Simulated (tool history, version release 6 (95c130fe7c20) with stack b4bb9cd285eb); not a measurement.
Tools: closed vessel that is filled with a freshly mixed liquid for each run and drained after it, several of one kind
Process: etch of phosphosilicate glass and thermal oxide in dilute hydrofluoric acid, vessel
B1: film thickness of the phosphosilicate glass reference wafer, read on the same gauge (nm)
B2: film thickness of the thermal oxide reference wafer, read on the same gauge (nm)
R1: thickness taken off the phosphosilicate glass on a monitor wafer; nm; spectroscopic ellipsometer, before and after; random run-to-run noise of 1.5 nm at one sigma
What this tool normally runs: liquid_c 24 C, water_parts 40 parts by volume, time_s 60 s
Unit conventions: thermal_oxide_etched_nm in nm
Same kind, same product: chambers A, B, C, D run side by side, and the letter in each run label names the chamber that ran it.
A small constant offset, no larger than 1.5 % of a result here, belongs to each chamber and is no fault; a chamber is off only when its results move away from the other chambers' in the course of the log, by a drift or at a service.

{"run": "1D", "day": 0.446, "liquid_c": 24, "water_parts": 40, "time_s": 60, "B1": 39.992, "B2": 139.98, "R1": 222.86, "thermal_oxide_etched_nm": 7.7799}
{"run": "2C", "day": 1.008, "liquid_c": 24, "water_parts": 40, "time_s": 60, "B1": 39.991, "B2": 140.01, "R1": 219.25, "thermal_oxide_etched_nm": 7.7375}
{"run": "3A", "day": 1.512, "liquid_c": 24, "water_parts": 40, "time_s": 60, "B1": 40.017, "B2": 139.99, "R1": 222.38, "thermal_oxide_etched_nm": 7.7195}
{"run": "4B", "day": 1.896, "liquid_c": 24, "water_parts": 40, "time_s": 60, "B1": 40.005, "B2": 140.0, "R1": 219.63, "thermal_oxide_etched_nm": 7.8283}
{"run": "5A", "day": 2.429, "liquid_c": 24, "water_parts": 40, "time_s": 60, "B1": 39.996, "B2": 140.0, "R1": 223.22, "thermal_oxide_etched_nm": 7.8203}
{"run": "6B", "day": 2.908, "liquid_c": 24, "water_parts": 40, "time_s": 60, "B1": 40.002, "B2": 139.98, "R1": 223.23, "thermal_oxide_etched_nm": 7.6699}
{"run": "7C", "day": 3.383, "liquid_c": 24, "water_parts": 40, "time_s": 60, "B1": 39.993, "B2": 139.99, "R1": 223.2, "thermal_oxide_etched_nm": 7.7659}
{"run": "8D", "day": 3.825, "liquid_c": 24, "water_parts": 30, "time_s": 60, "B1": 39.983, "B2": 140.0, "R1": 298.99, "thermal_oxide_etched_nm": 10.292}
{"run": "9A", "day": 4.271, "liquid_c": 24, "water_parts": 30, "time_s": 60, "B1": 39.982, "B2": 140.01, "R1": 301.03, "thermal_oxide_etched_nm": 10.625}
{"run": "10B", "day": 4.738, "liquid_c": 24, "water_parts": 30, "time_s": 60, "B1": 40.01, "B2": 139.98, "R1": 298.44, "thermal_oxide_etched_nm": 10.489}
{"run": "11C", "day": 5.096, "liquid_c": 24, "water_parts": 30, "time_s": 60, "B1": 39.999, "B2": 140.01, "R1": 298.47, "thermal_oxide_etched_nm": 10.501}
{"run": "12D", "day": 5.492, "liquid_c": 24, "water_parts": 40, "time_s": 60, "B1": 39.98, "B2": 140.01, "R1": 223.1, "thermal_oxide_etched_nm": 7.7679}
{"run": "13C", "day": 5.767, "liquid_c": 24, "water_parts": 40, "time_s": 60, "B1": 39.987, "B2": 139.99, "R1": 221.1, "thermal_oxide_etched_nm": 7.738}
{"run": "14A", "day": 6.204, "liquid_c": 24, "water_parts": 40, "time_s": 60, "B1": 40.009, "B2": 140.0, "R1": 225.62, "thermal_oxide_etched_nm": 7.7381}
{"run": "15D", "day": 6.625, "liquid_c": 24, "water_parts": 40, "time_s": 60, "B1": 40.019, "B2": 140.02, "R1": 220.31, "thermal_oxide_etched_nm": 7.6553}
{"run": "16B", "day": 7.188, "liquid_c": 24, "water_parts": 40, "time_s": 60, "B1": 39.989, "B2": 140.02, "R1": 224.0, "thermal_oxide_etched_nm": 7.6917}
{"run": "17A", "day": 7.75, "liquid_c": 24, "water_parts": 40, "time_s": 60, "B1": 40.013, "B2": 140.01, "R1": 222.96, "thermal_oxide_etched_nm": 7.7314}
{"run": "18C", "day": 8.279, "liquid_c": 24, "water_parts": 40, "time_s": 60, "B1": 39.997, "B2": 140.01, "R1": 219.48, "thermal_oxide_etched_nm": 7.7293}
{"run": "19D", "day": 8.808, "liquid_c": 28, "water_parts": 25, "time_s": 60, "B1": 39.998, "B2": 140.0, "R1": 426.3, "thermal_oxide_etched_nm": 14.606}
{"run": "20B", "day": 9.175, "liquid_c": 28, "water_parts": 25, "time_s": 60, "B1": 40.02, "B2": 140.02, "R1": 433.74, "thermal_oxide_etched_nm": 15.098}
{"run": "21D", "day": 9.65, "liquid_c": 28, "water_parts": 25, "time_s": 60, "B1": 39.991, "B2": 140.0, "R1": 428.22, "thermal_oxide_etched_nm": 14.654}
{"run": "22A", "day": 10.242, "liquid_c": 28, "water_parts": 25, "time_s": 60, "B1": 40.0, "B2": 140.0, "R1": 432.02, "thermal_oxide_etched_nm": 15.236}
{"run": "23B", "day": 10.85, "liquid_c": 24, "water_parts": 40, "time_s": 60, "B1": 40.003, "B2": 140.01, "R1": 221.17, "thermal_oxide_etched_nm": 7.7476}
{"run": "24C", "day": 11.121, "liquid_c": 24, "water_parts": 40, "time_s": 60, "B1": 40.017, "B2": 140.01, "R1": 221.2, "thermal_oxide_etched_nm": 7.6522}

One chamber off, gauge drift, or nothing amiss beyond the chambers' own small offsets? If it is a chamber, which one, and what is the likeliest cause?

All chambers stay in line apart from their small fixed offsets, and the gauge does not drift.

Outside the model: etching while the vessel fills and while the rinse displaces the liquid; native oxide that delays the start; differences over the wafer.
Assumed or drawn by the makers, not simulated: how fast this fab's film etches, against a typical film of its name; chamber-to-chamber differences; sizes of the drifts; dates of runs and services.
